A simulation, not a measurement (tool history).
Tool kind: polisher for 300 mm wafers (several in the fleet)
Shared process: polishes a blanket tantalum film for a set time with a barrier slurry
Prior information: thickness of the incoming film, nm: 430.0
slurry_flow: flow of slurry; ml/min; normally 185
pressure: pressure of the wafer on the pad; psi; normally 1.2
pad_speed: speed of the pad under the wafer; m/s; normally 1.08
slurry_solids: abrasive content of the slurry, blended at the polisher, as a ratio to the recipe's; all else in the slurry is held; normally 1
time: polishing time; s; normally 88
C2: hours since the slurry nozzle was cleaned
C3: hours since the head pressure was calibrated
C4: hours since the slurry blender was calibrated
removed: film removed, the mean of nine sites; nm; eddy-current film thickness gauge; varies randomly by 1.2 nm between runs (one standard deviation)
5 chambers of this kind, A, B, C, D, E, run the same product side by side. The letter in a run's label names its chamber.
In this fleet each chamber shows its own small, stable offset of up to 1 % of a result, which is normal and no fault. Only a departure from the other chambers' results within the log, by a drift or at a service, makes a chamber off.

-- hour=9.3 chamber C: slurry blender recalibrated
run 1D hour=9.4 | slurry_flow=185 pressure=1.2 pad_speed=1.08 slurry_solids=1 time=88 | wafers_polished_on_this_pad=286 C2=181.8 C3=1072.4 C4=298.6 | removed=98.028
-- hour=10.2 chamber B: slurry blender recalibrated
-- hour=13.9 chamber B: worn pad replaced by a new one
-- hour=16.7 chamber A: worn pad replaced by a new one
run 2E hour=19.9 | slurry_flow=185 pressure=1.2 pad_speed=1.08 slurry_solids=1 time=88 | wafers_polished_on_this_pad=402 C2=123.2 C3=91 C4=75.6 | removed=100.6
run 3B hour=30.4 | slurry_flow=185 pressure=1.2 pad_speed=1.08 slurry_solids=1 time=88 | wafers_polished_on_this_pad=233 C2=83.2 C3=540.8 C4=20.3 | removed=99.214
run 4A hour=37.9 | slurry_flow=185 pressure=1.2 pad_speed=1.08 slurry_solids=1 time=88 | wafers_polished_on_this_pad=299 C2=388.6 C3=61.6 C4=92.4 | removed=97.649
run 5C hour=45.3 | slurry_flow=185 pressure=1.2 pad_speed=1.08 slurry_solids=1 time=88 | wafers_polished_on_this_pad=786 C2=430.1 C3=473.1 C4=36.1 | removed=98.231
-- hour=49.5 chamber C: worn pad replaced by a new one
run 6E hour=50.9 | slurry_flow=185 pressure=1.2 pad_speed=1.08 slurry_solids=1 time=88 | wafers_polished_on_this_pad=839 C2=154.2 C3=122 C4=106.6 | removed=99.958
-- hour=57 chamber E: worn pad replaced by a new one
run 7D hour=60.4 | slurry_flow=185 pressure=1.2 pad_speed=1.08 slurry_solids=1 time=88 | wafers_polished_on_this_pad=1004 C2=232.8 C3=1123.4 C4=349.6 | removed=98.964
run 8B hour=65.5 | slurry_flow=185 pressure=1.2 pad_speed=1.08 slurry_solids=1 time=88 | wafers_polished_on_this_pad=727 C2=118.3 C3=575.9 C4=55.4 | removed=97.936
run 9C hour=70.4 | slurry_flow=185 pressure=1.2 pad_speed=1.08 slurry_solids=1 time=88 | wafers_polished_on_this_pad=294 C2=455.2 C3=498.2 C4=61.2 | removed=98.097
-- hour=73.1 chamber A: worn pad replaced by a new one
-- hour=74.2 chamber E: slurry blender recalibrated
run 10A hour=79.4 | slurry_flow=185 pressure=1.2 pad_speed=1.08 slurry_solids=1 time=88 | wafers_polished_on_this_pad=89 C2=430.1 C3=103.1 C4=133.9 | removed=99.703
-- hour=80.2 chamber D: worn pad replaced by a new one
-- hour=87.5 chamber D: head pressure recalibrated
run 11C hour=90.5 | slurry_flow=185 pressure=1.2 pad_speed=1.08 slurry_solids=1 time=88 | wafers_polished_on_this_pad=577 C2=475.3 C3=518.3 C4=81.3 | removed=97.219
run 12D hour=99.4 | slurry_flow=185 pressure=1.1 pad_speed=1.08 slurry_solids=1 time=88 | wafers_polished_on_this_pad=271 C2=271.8 C3=11.9 C4=388.6 | removed=88.781
run 13E hour=107.3 | slurry_flow=185 pressure=1.1 pad_speed=1.08 slurry_solids=1 time=88 | wafers_polished_on_this_pad=709 C2=210.6 C3=178.4 C4=33.1 | removed=92.509
-- hour=113 chamber B: worn pad replaced by a new one
run 14A hour=115.5 | slurry_flow=185 pressure=1.1 pad_speed=1.08 slurry_solids=1 time=88 | wafers_polished_on_this_pad=597 C2=466.2 C3=139.2 C4=170 | removed=90.411
-- hour=116.6 chamber C: slurry blender recalibrated
-- hour=117.2 chamber C: worn pad replaced by a new one
-- hour=120.8 chamber A: worn pad replaced by a new one
run 15B hour=122.4 | slurry_flow=185 pressure=1.1 pad_speed=1.08 slurry_solids=1 time=88 | wafers_polished_on_this_pad=133 C2=175.2 C3=632.8 C4=112.3 | removed=91.103
-- hour=124.4 chamber D: slurry blender recalibrated
-- hour=126 chamber B: slurry blender recalibrated
run 16D hour=128.4 | slurry_flow=185 pressure=1.1 pad_speed=1.08 slurry_solids=1 time=88 | wafers_polished_on_this_pad=679 C2=300.8 C3=40.9 C4=4.1 | removed=88.582
-- hour=134.8 chamber E: worn pad replaced by a new one
run 17A hour=135.7 | slurry_flow=185 pressure=1.2 pad_speed=1.08 slurry_solids=1 time=88 | wafers_polished_on_this_pad=210 C2=486.4 C3=159.4 C4=190.2 | removed=101.74
run 18C hour=146.4 | slurry_flow=185 pressure=1.2 pad_speed=1.08 slurry_solids=1 time=88 | wafers_polished_on_this_pad=412 C2=531.2 C3=574.2 C4=29.8 | removed=98.695
run 19B hour=153.7 | slurry_flow=185 pressure=1.2 pad_speed=1.08 slurry_solids=1 time=88 | wafers_polished_on_this_pad=574 C2=206.5 C3=664.1 C4=27.7 | removed=100.65
-- hour=156.7 chamber A: slurry blender recalibrated
run 20E hour=158.7 | slurry_flow=185 pressure=1.2 pad_speed=1.22 slurry_solids=0.8 time=88 | wafers_polished_on_this_pad=337 C2=262 C3=229.8 C4=84.5 | removed=104.84
-- hour=167.6 chamber D: worn pad replaced by a new one
run 21E hour=168.3 | slurry_flow=185 pressure=1.2 pad_speed=1.22 slurry_solids=0.8 time=88 | wafers_polished_on_this_pad=472 C2=271.6 C3=239.4 C4=94.1 | removed=104.29
-- hour=176.4 chamber A: worn pad replaced by a new one
run 22B hour=177.6 | slurry_flow=185 pressure=1.2 pad_speed=1.22 slurry_solids=0.8 time=88 | wafers_polished_on_this_pad=910 C2=230.4 C3=688 C4=51.6 | removed=105.22
-- hour=177.9 chamber C: worn pad replaced by a new one
run 23A hour=182.8 | slurry_flow=185 pressure=1.2 pad_speed=1.22 slurry_solids=0.8 time=88 | wafers_polished_on_this_pad=90 C2=533.5 C3=206.5 C4=26.2 | removed=104.26
run 24C hour=187.9 | slurry_flow=185 pressure=1.2 pad_speed=1.22 slurry_solids=0.8 time=88 | wafers_polished_on_this_pad=140 C2=572.7 C3=615.7 C4=71.3 | removed=103.65
-- hour=195.2 chamber E: slurry blender recalibrated
run 25D hour=198.8 | slurry_flow=185 pressure=1.2 pad_speed=1.08 slurry_solids=1 time=88 | wafers_polished_on_this_pad=440 C2=371.2 C3=111.3 C4=74.5 | removed=98.851
-- hour=201.9 chamber A: slurry nozzle cleaned
-- hour=209.6 chamber E: worn pad replaced by a new one
run 26A hour=210 | slurry_flow=185 pressure=1.2 pad_speed=1.08 slurry_solids=1 time=88 | wafers_polished_on_this_pad=473 C2=8.2 C3=233.7 C4=53.4 | removed=98.929
-- hour=217.9 chamber B: worn pad replaced by a new one
run 27E hour=218.1 | slurry_flow=185 pressure=1.2 pad_speed=1.08 slurry_solids=1 time=88 | wafers_polished_on_this_pad=120 C2=321.4 C3=289.2 C4=22.9 | removed=98.82
run 28C hour=226.1 | slurry_flow=185 pressure=1.2 pad_speed=1.08 slurry_solids=1 time=88 | wafers_polished_on_this_pad=678 C2=610.9 C3=653.9 C4=109.5 | removed=97.154
-- hour=227.3 chamber B: slurry blender recalibrated
-- hour=228.6 chamber C: worn pad replaced by a new one
-- hour=231.5 chamber D: slurry nozzle cleaned
-- hour=233.5 chamber C: slurry blender recalibrated
run 29D hour=235.7 | slurry_flow=185 pressure=1.2 pad_speed=1.08 slurry_solids=1 time=88 | wafers_polished_on_this_pad=960 C2=4.2 C3=148.2 C4=111.4 | removed=97.067
-- hour=242.5 chamber D: worn pad replaced by a new one
run 30B hour=244.1 | slurry_flow=185 pressure=1.2 pad_speed=1.08 slurry_solids=1 time=88 | wafers_polished_on_this_pad=370 C2=296.9 C3=754.5 C4=16.8 | removed=100.37
run 31C hour=251.5 | slurry_flow=185 pressure=1.2 pad_speed=1.08 slurry_solids=1 time=88 | wafers_polished_on_this_pad=323 C2=636.3 C3=679.3 C4=18.1 | removed=99.203
run 32D hour=257 | slurry_flow=185 pressure=1.2 pad_speed=1.08 slurry_solids=1 time=88 | wafers_polished_on_this_pad=205 C2=25.5 C3=169.5 C4=132.7 | removed=97.848

The same settings go to every chamber for the next run, one line per chamber below. Forecast the results for each:
run 33A hour=265.1 | slurry_flow=185 pressure=1.2 pad_speed=1.08 slurry_solids=1 time=88 | removed=?
run 33B hour=265.1 | slurry_flow=185 pressure=1.2 pad_speed=1.08 slurry_solids=1 time=88 | removed=?
run 33C hour=265.1 | slurry_flow=185 pressure=1.2 pad_speed=1.08 slurry_solids=1 time=88 | removed=?
run 33D hour=265.1 | slurry_flow=185 pressure=1.2 pad_speed=1.08 slurry_solids=1 time=88 | removed=?
run 33E hour=265.1 | slurry_flow=185 pressure=1.2 pad_speed=1.08 slurry_solids=1 time=88 | removed=?

run=33A removed=99.683
run=33B removed=97.773
run=33C removed=96.071
run=33D removed=99.518
run=33E removed=97.971
